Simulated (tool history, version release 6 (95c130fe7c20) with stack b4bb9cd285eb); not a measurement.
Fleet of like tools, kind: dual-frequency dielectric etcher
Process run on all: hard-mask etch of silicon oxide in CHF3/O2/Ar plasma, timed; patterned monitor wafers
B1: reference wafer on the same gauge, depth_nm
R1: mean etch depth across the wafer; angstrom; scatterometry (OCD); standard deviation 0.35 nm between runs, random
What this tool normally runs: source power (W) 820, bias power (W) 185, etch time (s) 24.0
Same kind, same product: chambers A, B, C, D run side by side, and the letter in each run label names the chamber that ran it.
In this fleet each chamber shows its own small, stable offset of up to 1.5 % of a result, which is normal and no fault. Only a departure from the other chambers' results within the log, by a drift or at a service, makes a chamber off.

Run 1B, hour 7.5: usual settings; B1 63.713. Result: R1 543.65 angstrom.
Run 2C, hour 15.6: usual settings; B1 63.715. Result: R1 537.15 angstrom.
Run 3D, hour 22.7: usual settings; B1 63.683. Result: R1 542.98 angstrom.
Run 4A, hour 31.9: usual settings; B1 63.621. Result: R1 543.54 angstrom.
Run 5B, hour 39.4: usual settings; B1 63.781. Result: R1 542.52 angstrom.
Run 6C, hour 48.4: usual settings but source power (W) 670, etch time (s) 27.5; B1 63.652. Result: R1 569.83 angstrom.
Run 7D, hour 55.1: usual settings but source power (W) 670, etch time (s) 27.5; B1 63.736. Result: R1 573.30 angstrom.
Run 8A, hour 64.2: usual settings but source power (W) 670, etch time (s) 27.5; B1 63.562. Result: R1 583.79 angstrom.
Run 9A, hour 69.9: usual settings but source power (W) 670, etch time (s) 27.5; B1 63.821. Result: R1 577.52 angstrom.
Run 10B, hour 80.4: usual settings but source power (W) 910, bias power (W) 212; B1 63.700. Result: R1 585.54 angstrom.
Run 11D, hour 90.2: usual settings but source power (W) 910, bias power (W) 212; B1 63.707. Result: R1 579.71 angstrom.
Run 12C, hour 94.9: usual settings but source power (W) 910, bias power (W) 212; B1 63.778. Result: R1 582.23 angstrom.
At hour 98.4: chamber B: wet clean of the chamber.
Run 13C, hour 99.9: usual settings but source power (W) 910, bias power (W) 212; B1 63.756. Result: R1 590.92 angstrom.
At hour 104.6: chamber A: wet clean of the chamber.
Run 14D, hour 107.6: usual settings; B1 63.814. Result: R1 537.33 angstrom.
Run 15B, hour 118.3: usual settings; B1 63.645. Result: R1 539.89 angstrom.
Run 16A, hour 127.6: usual settings; B1 63.701. Result: R1 539.96 angstrom.
Run 17D, hour 134.6: usual settings; B1 63.585. Result: R1 540.21 angstrom.
Run 18B, hour 139.7: usual settings; B1 63.798. Result: R1 535.63 angstrom.
Run 19C, hour 146.2: usual settings; B1 63.658. Result: R1 539.53 angstrom.
Run 20A, hour 153.3: usual settings; B1 63.765. Result: R1 550.07 angstrom.
Run 21B, hour 161.5: usual settings; B1 63.766. Result: R1 535.53 angstrom.
Run 22A, hour 169.8: usual settings; B1 63.843. Result: R1 546.88 angstrom.
Run 23C, hour 178.3: usual settings; B1 63.630. Result: R1 539.48 angstrom.
Run 24D, hour 183.4: usual settings; B1 63.808. Result: R1 537.00 angstrom.
Run 25B, hour 190.8: usual settings but bias power (W) 225, etch time (s) 26.5; B1 63.768. Result: R1 627.64 angstrom.
Run 26D, hour 200.9: usual settings but bias power (W) 225, etch time (s) 26.5; B1 63.727. Result: R1 639.39 angstrom.
Run 27C, hour 209.6: usual settings but bias power (W) 225, etch time (s) 26.5; B1 63.773. Result: R1 634.66 angstrom.
Run 28A, hour 215.7: usual settings but bias power (W) 225, etch time (s) 26.5; B1 63.736. Result: R1 646.58 angstrom.
Run 29A, hour 223.2: usual settings; B1 63.791. Result: R1 551.51 angstrom.
Run 30D, hour 232.3: usual settings; B1 63.718. Result: R1 537.10 angstrom.
Run 31B, hour 239.2: usual settings; B1 63.745. Result: R1 542.08 angstrom.
Run 32C, hour 248.9: usual settings; B1 63.681. Result: R1 538.47 angstrom.
Run 33D, hour 257.4: usual settings; B1 63.825. Result: R1 536.67 angstrom.

The same settings go to every chamber for the next run, one line per chamber below. Forecast the results for each:
Run 34A, hour 265.1: usual settings but etch time (s) 31.0. Result: R1 ?.
Run 34B, hour 265.1: usual settings but etch time (s) 31.0. Result: R1 ?.
Run 34C, hour 265.1: usual settings but etch time (s) 31.0. Result: R1 ?.
Run 34D, hour 265.1: usual settings but etch time (s) 31.0. Result: R1 ?.

run      R1
34A  693.55
34B  694.83
34C  691.54
34D  687.18
